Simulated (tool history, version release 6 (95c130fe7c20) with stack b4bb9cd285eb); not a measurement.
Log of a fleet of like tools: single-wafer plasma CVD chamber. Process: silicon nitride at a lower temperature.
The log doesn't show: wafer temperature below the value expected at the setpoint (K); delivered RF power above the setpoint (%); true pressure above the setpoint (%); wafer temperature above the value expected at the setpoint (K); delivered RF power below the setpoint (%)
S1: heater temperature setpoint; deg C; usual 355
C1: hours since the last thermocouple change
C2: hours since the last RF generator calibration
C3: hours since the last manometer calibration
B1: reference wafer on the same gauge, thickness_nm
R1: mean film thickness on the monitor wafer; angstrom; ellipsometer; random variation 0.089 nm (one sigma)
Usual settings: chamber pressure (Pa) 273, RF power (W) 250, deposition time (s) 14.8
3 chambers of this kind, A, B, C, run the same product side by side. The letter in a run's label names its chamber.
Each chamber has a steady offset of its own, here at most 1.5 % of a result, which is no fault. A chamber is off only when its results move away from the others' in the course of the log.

{"run": "1B", "hour": 7.2, "S1": 355, "chamber pressure (Pa)": 273, "RF power (W)": 250, "deposition time (s)": 14.8, "C1": 1246.1, "C2": 621.8, "C3": 916.1, "B1": 13.605, "R1": 162.88}
{"run": "2A", "hour": 12.3, "S1": 355, "chamber pressure (Pa)": 273, "RF power (W)": 250, "deposition time (s)": 14.8, "C1": 1125.6, "C2": 136.5, "C3": 565.7, "B1": 13.593, "R1": 162.4}
{"run": "3C", "hour": 20.8, "S1": 355, "chamber pressure (Pa)": 273, "RF power (W)": 250, "deposition time (s)": 14.8, "C1": 66, "C2": 125.9, "C3": 486.7, "B1": 13.602, "R1": 165.95}
{"run": "4A", "hour": 27.4, "S1": 355, "chamber pressure (Pa)": 273, "RF power (W)": 250, "deposition time (s)": 14.8, "C1": 1140.7, "C2": 151.6, "C3": 580.8, "B1": 13.62, "R1": 164.31}
{"run": "5C", "hour": 32.9, "S1": 355, "chamber pressure (Pa)": 273, "RF power (W)": 250, "deposition time (s)": 14.8, "C1": 78.1, "C2": 138, "C3": 498.8, "B1": 13.611, "R1": 168.16}
{"run": "6B", "hour": 38.7, "S1": 355, "chamber pressure (Pa)": 273, "RF power (W)": 250, "deposition time (s)": 14.8, "C1": 1277.6, "C2": 653.3, "C3": 947.6, "B1": 13.585, "R1": 163.65}
{"run": "7A", "hour": 46.1, "S1": 355, "chamber pressure (Pa)": 273, "RF power (W)": 250, "deposition time (s)": 14.8, "C1": 1159.4, "C2": 170.3, "C3": 599.5, "B1": 13.601, "R1": 163.17}
{"run": "8B", "hour": 51.7, "S1": 355, "chamber pressure (Pa)": 273, "RF power (W)": 250, "deposition time (s)": 14.8, "C1": 1290.6, "C2": 666.3, "C3": 960.6, "B1": 13.601, "R1": 161}
{"run": "9C", "hour": 55.4, "S1": 355, "chamber pressure (Pa)": 273, "RF power (W)": 275, "deposition time (s)": 12, "C1": 100.6, "C2": 160.5, "C3": 521.3, "B1": 13.619, "R1": 143.16}
{"run": "10C", "hour": 64.1, "S1": 355, "chamber pressure (Pa)": 273, "RF power (W)": 275, "deposition time (s)": 12, "C1": 109.3, "C2": 169.2, "C3": 530, "B1": 13.592, "R1": 144.03}
{"run": "11B", "hour": 69.2, "S1": 355, "chamber pressure (Pa)": 273, "RF power (W)": 275, "deposition time (s)": 12, "C1": 1308.1, "C2": 683.8, "C3": 978.1, "B1": 13.608, "R1": 140.87}
{"run": "12A", "hour": 76.6, "S1": 355, "chamber pressure (Pa)": 273, "RF power (W)": 250, "deposition time (s)": 14.8, "C1": 1189.9, "C2": 200.8, "C3": 630, "B1": 13.605, "R1": 163.47}
{"run": "13B", "hour": 84.7, "S1": 355, "chamber pressure (Pa)": 273, "RF power (W)": 250, "deposition time (s)": 14.8, "C1": 1323.6, "C2": 699.3, "C3": 993.6, "B1": 13.596, "R1": 160.15}
{"run": "14C", "hour": 90.7, "S1": 355, "chamber pressure (Pa)": 273, "RF power (W)": 250, "deposition time (s)": 14.8, "C1": 135.9, "C2": 195.8, "C3": 556.6, "B1": 13.609, "R1": 166.69}
{"run": "15A", "hour": 98.4, "S1": 355, "chamber pressure (Pa)": 273, "RF power (W)": 250, "deposition time (s)": 14.8, "C1": 1211.7, "C2": 222.6, "C3": 651.8, "B1": 13.579, "R1": 162.68}
{"run": "16C", "hour": 106.4, "S1": 355, "chamber pressure (Pa)": 273, "RF power (W)": 250, "deposition time (s)": 14.8, "C1": 151.6, "C2": 211.5, "C3": 572.3, "B1": 13.598, "R1": 165.37}
{"run": "17A", "hour": 112.5, "S1": 355, "chamber pressure (Pa)": 273, "RF power (W)": 250, "deposition time (s)": 14.8, "C1": 1225.8, "C2": 236.7, "C3": 665.9, "B1": 13.6, "R1": 162.25}
{"run": "18B", "hour": 117.6, "S1": 355, "chamber pressure (Pa)": 273, "RF power (W)": 250, "deposition time (s)": 14.8, "C1": 1356.5, "C2": 732.2, "C3": 1026.5, "B1": 13.601, "R1": 158.04}
{"run": "19A", "hour": 122.4, "S1": 355, "chamber pressure (Pa)": 273, "RF power (W)": 250, "deposition time (s)": 14.8, "C1": 1235.7, "C2": 246.6, "C3": 675.8, "B1": 13.611, "R1": 161.99}
{"hour": 127.6, "done": "chamber B: capacitance manometer re-zeroed and calibrated"}
{"run": "20B", "hour": 128.4, "S1": 355, "chamber pressure (Pa)": 273, "RF power (W)": 250, "deposition time (s)": 14.8, "C1": 1367.3, "C2": 743, "C3": 0.9, "B1": 13.6, "R1": 158.01}

What goes on in this fleet: one chamber off, a drifting gauge, or nothing beyond the chambers' own small offsets? Name the chamber and the cause, if any.

Chamber B drifts away from the others.
Cause: delivered RF power below the setpoint (%) = 4.9.

Here are 4 candidates for chamber B's next run, each the usual settings with a change, their results left as question marks. Which one brings its results back in line with what the others give on the usual settings?
In line means no further than this from the other chambers' mean on the usual settings: R1 3.1 angstrom
{"run": "21B-1", "hour": 134.6, "S1": 355, "chamber pressure (Pa)": 271, "RF power (W)": 245, "deposition time (s)": 14.4, "R1": "?"}
{"run": "21B-2", "hour": 134.6, "S1": 355, "chamber pressure (Pa)": 273, "RF power (W)": 265, "deposition time (s)": 14.8, "R1": "?"}
{"run": "21B-3", "hour": 134.6, "S1": 355, "chamber pressure (Pa)": 273, "RF power (W)": 250, "deposition time (s)": 14.7, "R1": "?"}
{"run": "21B-4", "hour": 134.6, "S1": 355, "chamber pressure (Pa)": 275, "RF power (W)": 250, "deposition time (s)": 14.9, "R1": "?"}

The other chambers' mean on the usual settings: R1 164.28 angstrom
run=21B-1 R1=150.64
run=21B-2 R1=164.16
run=21B-3 R1=156.41
run=21B-4 R1=158.73
21B-2 brings the chamber back in line.
